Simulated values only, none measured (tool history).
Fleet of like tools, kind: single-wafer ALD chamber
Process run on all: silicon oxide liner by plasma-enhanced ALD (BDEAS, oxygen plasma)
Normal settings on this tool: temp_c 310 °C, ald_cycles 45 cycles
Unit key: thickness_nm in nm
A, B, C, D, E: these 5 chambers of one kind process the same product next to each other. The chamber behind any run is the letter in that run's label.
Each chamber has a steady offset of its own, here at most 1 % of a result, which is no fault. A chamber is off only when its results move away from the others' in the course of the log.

run   hour  temp_c  ald_cycles  read-back reference wafer on the same gauge, thickness_nm  thickness_nm
 1E      7     310          45                                                     4.4304        4.0894
 2C     15     310          45                                                     4.4309        4.1145
 3D   20.8     310          45                                                     4.4323        4.1355
 4A     25     310          45                                                     4.4316         4.128
 5B   29.8     310          45                                                     4.4329        4.1483
 6B   38.6     301          41                                                      4.434        3.8206
 7D     43     301          41                                                      4.434        3.8216
 8E   50.8     301          41                                                      4.436        3.7868
 9A   58.7     301          41                                                     4.4347        3.8106
10C   67.5     301          41                                                     4.4357        3.8059
11B   72.7     310          45                                                     4.4375        4.1373
12D   81.4     310          45                                                     4.4377        4.1485
13E   88.6     310          45                                                     4.4387        4.1187
14A   92.8     310          45                                                     4.4386        4.1247
15C   98.2     310          45                                                       4.44        4.1413
16C  103.4     310          37                                                     4.4399        3.3981
17B  108.2     310          37                                                     4.4415        3.4151
18A  115.4     310          37                                                     4.4424         3.398
19E  122.6     310          37                                                      4.443         3.383
20D  129.8     310          37                                                     4.4426        3.4122
21D  136.5     310          45                                                     4.4419        4.1462
22B  141.4     310          45                                                     4.4448        4.1514
23E  147.2     310          45                                                     4.4449        4.1086
24A    154     310          45                                                     4.4425        4.1403
25C    158     310          45                                                     4.4456        4.1433
26B  162.6     310          45                                                     4.4481        4.1424
27A  166.7     310          45                                                     4.4477        4.1353
28D  171.3     310          45                                                     4.4463        4.1516
29C  175.4     310          45                                                     4.4483        4.1445
30E  183.5     310          45                                                     4.4485        4.1188
31E  187.4     310          45                                                     4.4484         4.124
32C    194     310          45                                                     4.4477        4.1353
33D  199.4     310          45                                                     4.4492         4.155
34B  205.6     310          45                                                      4.448        4.1464
35A  211.7     310          45                                                     4.4504        4.1345
36A  217.8     310          45                                                     4.4511         4.129
37B  226.3     310          45                                                     4.4519        4.1551
38D  233.7     310          45                                                     4.4531         4.145
39E  237.6     310          45                                                     4.4533        4.1374
40C  242.6     310          45                                                     4.4546        4.1386
41B    250     310          45                                                     4.4538        4.1631
42A  255.6     320          53                                                     4.4564        4.8151

What goes on in this fleet: one chamber off, a drifting gauge, or nothing beyond the chambers' own small offsets? Name the chamber and the cause, if any.

Gauge drift. The chambers move together only on paper, and none stands off.
Cause: gauge reads high (%) = 0.581.

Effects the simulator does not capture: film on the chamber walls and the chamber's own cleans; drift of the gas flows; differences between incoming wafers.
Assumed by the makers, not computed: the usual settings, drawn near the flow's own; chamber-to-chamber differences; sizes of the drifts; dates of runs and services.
